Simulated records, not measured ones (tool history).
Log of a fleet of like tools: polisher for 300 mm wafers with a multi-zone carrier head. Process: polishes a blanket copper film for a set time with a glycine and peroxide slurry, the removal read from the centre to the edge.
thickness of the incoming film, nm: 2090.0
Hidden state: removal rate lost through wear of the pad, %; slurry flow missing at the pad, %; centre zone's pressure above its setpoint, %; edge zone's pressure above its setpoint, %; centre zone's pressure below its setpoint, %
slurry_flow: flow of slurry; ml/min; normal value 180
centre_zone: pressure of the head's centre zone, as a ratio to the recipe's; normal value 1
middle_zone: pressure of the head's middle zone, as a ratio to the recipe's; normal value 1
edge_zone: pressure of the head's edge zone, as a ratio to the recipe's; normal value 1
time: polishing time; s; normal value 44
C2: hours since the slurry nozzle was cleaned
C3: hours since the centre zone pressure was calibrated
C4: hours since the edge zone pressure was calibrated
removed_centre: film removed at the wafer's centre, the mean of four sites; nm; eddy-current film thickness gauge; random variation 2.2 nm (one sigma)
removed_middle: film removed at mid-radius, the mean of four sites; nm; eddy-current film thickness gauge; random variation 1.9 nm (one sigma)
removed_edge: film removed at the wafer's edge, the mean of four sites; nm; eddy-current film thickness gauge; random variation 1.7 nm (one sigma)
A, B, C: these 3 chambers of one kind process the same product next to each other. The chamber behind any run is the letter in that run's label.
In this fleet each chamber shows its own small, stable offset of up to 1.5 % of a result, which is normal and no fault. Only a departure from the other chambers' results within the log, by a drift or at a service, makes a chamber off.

Run 1A, hour 8.4: usual settings; wafers polished on this pad 573; C2 240.7; C3 217.2; C4 867.1. Result: removed_centre 163.14 nm, removed_middle 169.95 nm, removed_edge 167.88 nm.
Run 2B, hour 16.1: usual settings; wafers polished on this pad 624; C2 124.2; C3 86.5; C4 361.1. Result: removed_centre 163.47 nm, removed_middle 164.69 nm, removed_edge 167.77 nm.
Run 3C, hour 20.6: usual settings; wafers polished on this pad 1105; C2 744.3; C3 122.7; C4 721.2. Result: removed_centre 168.08 nm, removed_middle 169.77 nm, removed_edge 169.49 nm.
At hour 21: chamber A: worn pad replaced by a new one.
At hour 21.8: chamber A: slurry nozzle cleaned.
Run 4B, hour 28.4: usual settings; wafers polished on this pad 787; C2 136.5; C3 98.8; C4 373.4. Result: removed_centre 164.03 nm, removed_middle 167.23 nm, removed_edge 164.4 nm.
At hour 32.7: chamber C: worn pad replaced by a new one.
Run 5A, hour 34.7: usual settings; wafers polished on this pad 182; C2 13; C3 243.5; C4 893.4. Result: removed_centre 165.51 nm, removed_middle 167.77 nm, removed_edge 167.12 nm.
Run 6C, hour 42: usual settings; wafers polished on this pad 124; C2 765.7; C3 144.1; C4 742.6. Result: removed_centre 163.91 nm, removed_middle 165.48 nm, removed_edge 166.09 nm.
Run 7B, hour 50.8: usual settings; wafers polished on this pad 1086; C2 158.9; C3 121.2; C4 395.8. Result: removed_centre 168.68 nm, removed_middle 167.6 nm, removed_edge 163.47 nm.
Run 8C, hour 58.3: usual settings; wafers polished on this pad 341; C2 782; C3 160.4; C4 758.9. Result: removed_centre 165.36 nm, removed_middle 171.07 nm, removed_edge 164.5 nm.
Run 9A, hour 64.6: usual settings; wafers polished on this pad 580; C2 42.9; C3 273.4; C4 923.3. Result: removed_centre 168.55 nm, removed_middle 169.06 nm, removed_edge 168.28 nm.
Run 10C, hour 72.2: usual settings; wafers polished on this pad 526; C2 795.9; C3 174.3; C4 772.8. Result: removed_centre 164.81 nm, removed_middle 168.7 nm, removed_edge 165.02 nm.
At hour 75.3: chamber A: worn pad replaced by a new one.
Run 11A, hour 78.3: usual settings but centre_zone 1.04, middle_zone 1.1; wafers polished on this pad 40; C2 56.6; C3 287.1; C4 937. Result: removed_centre 172.98 nm, removed_middle 182.93 nm, removed_edge 167.16 nm.
At hour 78.8: chamber B: worn pad replaced by a new one.
Run 12B, hour 86: usual settings but centre_zone 1.04, middle_zone 1.1; wafers polished on this pad 96; C2 194.1; C3 156.4; C4 431. Result: removed_centre 173.83 nm, removed_middle 177.85 nm, removed_edge 168.34 nm.
Run 13C, hour 94: usual settings but centre_zone 1.04, middle_zone 1.1; wafers polished on this pad 816; C2 817.7; C3 196.1; C4 794.6. Result: removed_centre 173.05 nm, removed_middle 186.57 nm, removed_edge 166.65 nm.
At hour 94.3: chamber C: slurry nozzle cleaned.
Run 14A, hour 102.4: usual settings but time 52 s; wafers polished on this pad 361; C2 80.7; C3 311.2; C4 961.1. Result: removed_centre 193.96 nm, removed_middle 195.78 nm, removed_edge 200.28 nm.
At hour 105.2: chamber B: edge zone pressure recalibrated.
Run 15B, hour 112: usual settings but time 52 s; wafers polished on this pad 442; C2 220.1; C3 182.4; C4 6.9. Result: removed_centre 196.31 nm, removed_middle 198.24 nm, removed_edge 195.5 nm.
Run 16B, hour 119.8: usual settings but time 52 s; wafers polished on this pad 546; C2 227.9; C3 190.2; C4 14.7. Result: removed_centre 200.52 nm, removed_middle 199.85 nm, removed_edge 199.09 nm.
Run 17A, hour 125.3: usual settings; wafers polished on this pad 666; C2 103.6; C3 334.1; C4 984. Result: removed_centre 168.18 nm, removed_middle 168.9 nm, removed_edge 171.34 nm.
At hour 129.2: chamber A: worn pad replaced by a new one.
Run 18C, hour 131.8: usual settings but slurry_flow 230 ml/min, middle_zone 1.07; wafers polished on this pad 1319; C2 37.6; C3 233.9; C4 832.4. Result: removed_centre 172.74 nm, removed_middle 187.67 nm, removed_edge 170.72 nm.
Run 19A, hour 139: usual settings but slurry_flow 230 ml/min, middle_zone 1.07; wafers polished on this pad 131; C2 117.3; C3 347.8; C4 997.7. Result: removed_centre 174.91 nm, removed_middle 189.14 nm, removed_edge 168.19 nm.
At hour 142.1: chamber C: worn pad replaced by a new one.
Run 20B, hour 147.7: usual settings but slurry_flow 230 ml/min, middle_zone 1.07; wafers polished on this pad 917; C2 255.8; C3 218.1; C4 42.6. Result: removed_centre 171.93 nm, removed_middle 183.01 nm, removed_edge 167.03 nm.
Run 21C, hour 154.5: usual settings but centre_zone 1.11; wafers polished on this pad 165; C2 60.3; C3 256.6; C4 855.1. Result: removed_centre 186.38 nm, removed_middle 171.04 nm, removed_edge 166.87 nm.
Run 22B, hour 162.1: usual settings but centre_zone 1.11; wafers polished on this pad 1109; C2 270.2; C3 232.5; C4 57. Result: removed_centre 187.97 nm, removed_middle 164.13 nm, removed_edge 166.38 nm.
Run 23A, hour 171.1: usual settings but centre_zone 1.11; wafers polished on this pad 558; C2 149.4; C3 379.9; C4 1029.8. Result: removed_centre 187.8 nm, removed_middle 170.14 nm, removed_edge 167.14 nm.
At hour 175.3: chamber B: worn pad replaced by a new one.
Run 24C, hour 178.1: usual settings; wafers polished on this pad 479; C2 83.9; C3 280.2; C4 878.7. Result: removed_centre 164.44 nm, removed_middle 171.47 nm, removed_edge 167.96 nm.
Run 25A, hour 186.5: usual settings; wafers polished on this pad 763; C2 164.8; C3 395.3; C4 1045.2. Result: removed_centre 168.71 nm, removed_middle 171.61 nm, removed_edge 168.06 nm.
At hour 191.1: chamber A: worn pad replaced by a new one.
Run 26C, hour 193.5: usual settings but slurry_flow 240 ml/min, middle_zone 0.91; wafers polished on this pad 684; C2 99.3; C3 295.6; C4 894.1. Result: removed_centre 170.06 nm, removed_middle 163.71 nm, removed_edge 172.14 nm.
Run 27B, hour 203.6: usual settings but slurry_flow 240 ml/min, middle_zone 0.91; wafers polished on this pad 377; C2 311.7; C3 274; C4 98.5. Result: removed_centre 178.28 nm, removed_middle 159.7 nm, removed_edge 170.65 nm.
Run 28B, hour 213.5: usual settings but slurry_flow 240 ml/min, middle_zone 0.91; wafers polished on this pad 509; C2 321.6; C3 283.9; C4 108.4. Result: removed_centre 172.93 nm, removed_middle 161.08 nm, removed_edge 171.76 nm.
Run 29C, hour 221.1: usual settings but edge_zone 0.89; wafers polished on this pad 1051; C2 126.9; C3 323.2; C4 921.7. Result: removed_centre 165.09 nm, removed_middle 171.91 nm, removed_edge 157.03 nm.
At hour 223.6: chamber C: centre zone pressure recalibrated.
Run 30A, hour 230.2: usual settings but edge_zone 0.89; wafers polished on this pad 521; C2 208.5; C3 439; C4 1088.9. Result: removed_centre 165.68 nm, removed_middle 169.68 nm, removed_edge 157.29 nm.
Run 31C, hour 237.7: usual settings but edge_zone 0.89; wafers polished on this pad 1272; C2 143.5; C3 14.1; C4 938.3. Result: removed_centre 169.08 nm, removed_middle 170.36 nm, removed_edge 157.63 nm.
Run 32A, hour 244.5: usual settings but centre_zone 1.08; wafers polished on this pad 711; C2 222.8; C3 453.3; C4 1103.2. Result: removed_centre 183.24 nm, removed_middle 167.87 nm, removed_edge 164.65 nm.
At hour 246.3: chamber A: centre zone pressure recalibrated.
At hour 251.5: chamber A: worn pad replaced by a new one.
Run 33B, hour 253.4: usual settings but centre_zone 1.08; wafers polished on this pad 1040; C2 361.5; C3 323.8; C4 148.3. Result: removed_centre 180.21 nm, removed_middle 164.86 nm, removed_edge 168.08 nm.
At hour 258.4: chamber C: worn pad replaced by a new one.
Run 34C, hour 261.5: usual settings but centre_zone 1.08; wafers polished on this pad 42; C2 167.3; C3 37.9; C4 962.1. Result: removed_centre 181.27 nm, removed_middle 172.15 nm, removed_edge 167.44 nm.
At hour 268: chamber A: slurry nozzle cleaned.
Run 35A, hour 268.5: usual settings; wafers polished on this pad 227; C2 0.5; C3 22.2; C4 1127.2. Result: removed_centre 165.99 nm, removed_middle 166.56 nm, removed_edge 165.26 nm.

Is one chamber out of step, is the gauge drifting, or do the chambers differ by no more than their own small offsets? For an off chamber, give its letter and the likeliest cause.

The fleet is healthy, with each chamber sitting at its usual small offset and no drift in the gauge.
